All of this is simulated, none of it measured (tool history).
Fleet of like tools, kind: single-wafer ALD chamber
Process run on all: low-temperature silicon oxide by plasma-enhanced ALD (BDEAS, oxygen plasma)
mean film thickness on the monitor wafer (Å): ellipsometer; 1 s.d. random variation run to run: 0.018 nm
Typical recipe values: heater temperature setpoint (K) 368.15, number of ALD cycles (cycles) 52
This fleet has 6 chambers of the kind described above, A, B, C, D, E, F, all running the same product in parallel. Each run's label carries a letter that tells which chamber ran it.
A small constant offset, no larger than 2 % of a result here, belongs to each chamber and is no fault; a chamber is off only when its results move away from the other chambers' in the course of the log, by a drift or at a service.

run,hour,heater temperature setpoint (K),number of ALD cycles (cycles),hours since the last thermocouple change,"read-back reference wafer on the same gauge, thickness_nm",mean film thickness on the monitor wafer (Å)
1C,8.8,368.15,52,494.3,7.3771,74.969
2A,19.2,368.15,52,840.3,7.3778,76.506
3E,26.4,368.15,52,982.3,7.381,76.213
4B,37.7,368.15,52,1108.7,7.3782,74.333
5F,47.9,368.15,52,328.7,7.3801,75.932
6D,54.5,368.15,55,992.7,7.3766,78.918
7B,63.6,368.15,55,1134.6,7.3779,78.871
8D,71.9,368.15,55,1010.1,7.3816,78.926
9C,78,368.15,55,563.5,7.3804,79.738
10E,83.7,368.15,55,1039.6,7.3796,80.556
11F,96.6,368.15,55,377.4,7.3827,80.418
12A,108,368.15,52,929.1,7.3843,76.564
13D,115,368.15,52,1053.2,7.378,74.842
14E,122.8,368.15,52,1078.7,7.3795,75.719
15F,132.6,368.15,52,413.4,7.381,75.594
16C,141.8,375.15,45,627.3,7.3806,64.226
17A,153.7,375.15,45,974.8,7.382,64.619
18B,162.4,375.15,45,1233.4,7.3823,62.84
19A,175.4,375.15,45,996.5,7.3773,64.829
20F,188.5,375.15,45,469.3,7.3767,64.263
21D,200.8,375.15,45,1139,7.3828,63.382
22C,208.1,368.15,52,693.6,7.3804,75.411
23B,214.3,368.15,52,1285.3,7.3825,73.989
24E,224.6,359.15,45,1180.5,7.3786,68.025
25D,231.8,359.15,45,1170,7.3794,66.744
26E,244.3,359.15,45,1200.2,7.3781,67.982
27F,257,359.15,45,537.8,7.3796,67.979
28A,267.8,359.15,45,1088.9,7.3798,68.164
29C,277.2,359.15,45,762.7,7.3816,67.345
30B,283.2,368.15,52,1354.2,7.3809,74.18
31C,295,368.15,52,780.5,7.3815,75.225
32F,304.9,368.15,52,585.7,7.3822,76.023
33D,316.1,354.15,61,1254.3,7.3805,91.93
34A,328.5,354.15,61,1149.6,7.3804,94.22
35B,335.8,354.15,61,1406.8,7.3753,91.925
36E,345,354.15,61,1300.9,7.379,93.623
37B,357.4,354.15,61,1428.4,7.3773,91.245

All chambers now run identical settings, listed one chamber a line with results as question marks. What results will each chamber show?
38A,366.7,368.15,52,,,?
38B,366.7,368.15,52,,,?
38C,366.7,368.15,52,,,?
38D,366.7,368.15,52,,,?
38E,366.7,368.15,52,,,?
38F,366.7,368.15,52,,,?

run,mean film thickness on the monitor wafer (Å)
38A,76.648
38B,74.42
38C,75.359
38D,74.773
38E,75.923
38F,76.001

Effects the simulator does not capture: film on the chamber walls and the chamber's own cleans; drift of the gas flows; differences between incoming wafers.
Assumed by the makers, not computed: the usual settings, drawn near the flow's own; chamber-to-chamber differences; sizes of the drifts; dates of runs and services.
